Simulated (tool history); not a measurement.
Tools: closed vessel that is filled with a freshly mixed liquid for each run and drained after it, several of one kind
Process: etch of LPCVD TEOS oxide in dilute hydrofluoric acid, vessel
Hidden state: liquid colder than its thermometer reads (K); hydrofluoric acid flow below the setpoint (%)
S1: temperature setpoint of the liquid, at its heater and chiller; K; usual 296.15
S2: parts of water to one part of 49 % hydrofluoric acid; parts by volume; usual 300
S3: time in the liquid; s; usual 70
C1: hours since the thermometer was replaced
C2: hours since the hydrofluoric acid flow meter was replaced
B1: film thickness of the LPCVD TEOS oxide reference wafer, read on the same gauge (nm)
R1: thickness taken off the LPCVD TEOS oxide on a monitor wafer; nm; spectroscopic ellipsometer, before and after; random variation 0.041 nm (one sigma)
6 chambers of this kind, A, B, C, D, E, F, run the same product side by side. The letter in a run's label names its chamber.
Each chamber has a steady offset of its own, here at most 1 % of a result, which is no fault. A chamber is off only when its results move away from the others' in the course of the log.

| run | hour | S1 | S2 | S3 | C1 | C2 | B1 | R1 |
|---|---|---|---|---|---|---|---|---|
| 1B | 3.6 | 296.15 | 300 | 70 | 1209 | 894.9 | 99.988 | 6.6946 |
| 2F | 8.8 | 296.15 | 300 | 70 | 22 | 784.6 | 99.978 | 6.6353 |
| 3C | 11.9 | 296.15 | 300 | 70 | 1808.7 | 274 | 99.993 | 6.6285 |
| 4A | 15 | 296.15 | 300 | 70 | 1321.5 | 946.6 | 100.02 | 6.6395 |
| 5D | 19.9 | 296.15 | 300 | 70 | 706 | 628.8 | 100.01 | 6.623 |
| 6E | 23.2 | 296.15 | 300 | 70 | 551.8 | 203.7 | 99.998 | 6.6778 |
| 7D | 28.7 | 296.15 | 300 | 70 | 714.8 | 637.6 | 100.02 | 6.6221 |
|  | 32.8 | chamber D: hydrofluoric acid flow meter replaced |
| 8C | 33.2 | 296.15 | 300 | 70 | 1830 | 295.3 | 99.991 | 6.6735 |
| 9B | 36 | 296.15 | 300 | 70 | 1241.4 | 927.3 | 100 | 6.6143 |
| 10E | 39.4 | 296.15 | 405 | 40 | 568 | 219.9 | 99.992 | 2.5842 |
|  | 40.8 | chamber A: hydrofluoric acid flow meter replaced |
| 11F | 42.5 | 296.15 | 405 | 40 | 55.7 | 818.3 | 99.994 | 2.5308 |
| 12A | 47.4 | 296.15 | 405 | 40 | 1353.9 | 6.6 | 99.989 | 2.5722 |
| 13B | 50.7 | 296.15 | 405 | 40 | 1256.1 | 942 | 100.02 | 2.5475 |
| 14F | 53.4 | 296.15 | 405 | 40 | 66.6 | 829.2 | 100.01 | 2.5442 |
| 15A | 59.4 | 296.15 | 405 | 40 | 1365.9 | 18.6 | 99.999 | 2.5793 |
| 16E | 62.3 | 296.15 | 300 | 70 | 590.9 | 242.8 | 99.987 | 6.6725 |
| 17D | 67.9 | 296.15 | 300 | 85 | 754 | 35.1 | 100.02 | 8.102 |
| 18C | 72.5 | 296.15 | 300 | 85 | 1869.3 | 334.6 | 99.988 | 8.0617 |
| 19A | 77.6 | 296.15 | 300 | 85 | 1384.1 | 36.8 | 100 | 8.1682 |
| 20F | 80.3 | 296.15 | 300 | 85 | 93.5 | 856.1 | 99.989 | 8.0357 |
| 21C | 82.9 | 296.15 | 300 | 85 | 1879.7 | 345 | 100.02 | 7.9788 |
| 22B | 88.4 | 296.15 | 300 | 85 | 1293.8 | 979.7 | 99.993 | 7.8834 |
| 23D | 92.9 | 296.15 | 300 | 70 | 779 | 60.1 | 100.02 | 6.6861 |
| 24E | 95.7 | 296.15 | 300 | 70 | 624.3 | 276.2 | 100 | 6.6982 |
| 25F | 101.2 | 296.15 | 300 | 70 | 114.4 | 877 | 100 | 6.6709 |
| 26C | 105.7 | 296.15 | 300 | 70 | 1902.5 | 367.8 | 99.982 | 6.6411 |
| 27B | 108.4 | 300.65 | 300 | 45 | 1313.8 | 999.7 | 100.01 | 4.8157 |
| 28E | 112.5 | 300.65 | 300 | 45 | 641.1 | 293 | 99.993 | 5.0048 |
| 29A | 116.2 | 300.65 | 300 | 45 | 1422.7 | 75.4 | 99.997 | 4.9771 |
| 30D | 120.5 | 300.65 | 300 | 45 | 806.6 | 87.7 | 100.02 | 4.9614 |
| 31C | 125.8 | 300.65 | 300 | 45 | 1922.6 | 387.9 | 100 | 4.9849 |
| 32A | 129 | 300.65 | 300 | 45 | 1435.5 | 88.2 | 100.02 | 5.0065 |
|  | 131 | chamber D: thermometer replaced |
| 33F | 135 | 296.15 | 300 | 70 | 148.2 | 910.8 | 100.01 | 6.5917 |
| 34B | 140.1 | 296.15 | 300 | 70 | 1345.5 | 1031.4 | 99.979 | 6.445 |
| 35E | 143.2 | 296.15 | 300 | 70 | 671.8 | 323.7 | 100 | 6.7 |
| 36D | 146.8 | 296.15 | 210 | 100 | 15.9 | 114 | 100.01 | 14.883 |
| 37A | 151.7 | 296.15 | 210 | 100 | 1458.2 | 110.9 | 99.984 | 14.94 |

All 6 chambers run these settings next. Forecast each chamber's results:
| 38A | 156 | 296.15 | 300 | 70 |  |  |  | ? |
| 38B | 156 | 296.15 | 300 | 70 |  |  |  | ? |
| 38C | 156 | 296.15 | 300 | 70 |  |  |  | ? |
| 38D | 156 | 296.15 | 300 | 70 |  |  |  | ? |
| 38E | 156 | 296.15 | 300 | 70 |  |  |  | ? |
| 38F | 156 | 296.15 | 300 | 70 |  |  |  | ? |

| run | R1 |
|---|---|
| 38A | 6.7628 |
| 38B | 6.315 |
| 38C | 6.5888 |
| 38D | 6.752 |
| 38E | 6.6714 |
| 38F | 6.6774 |
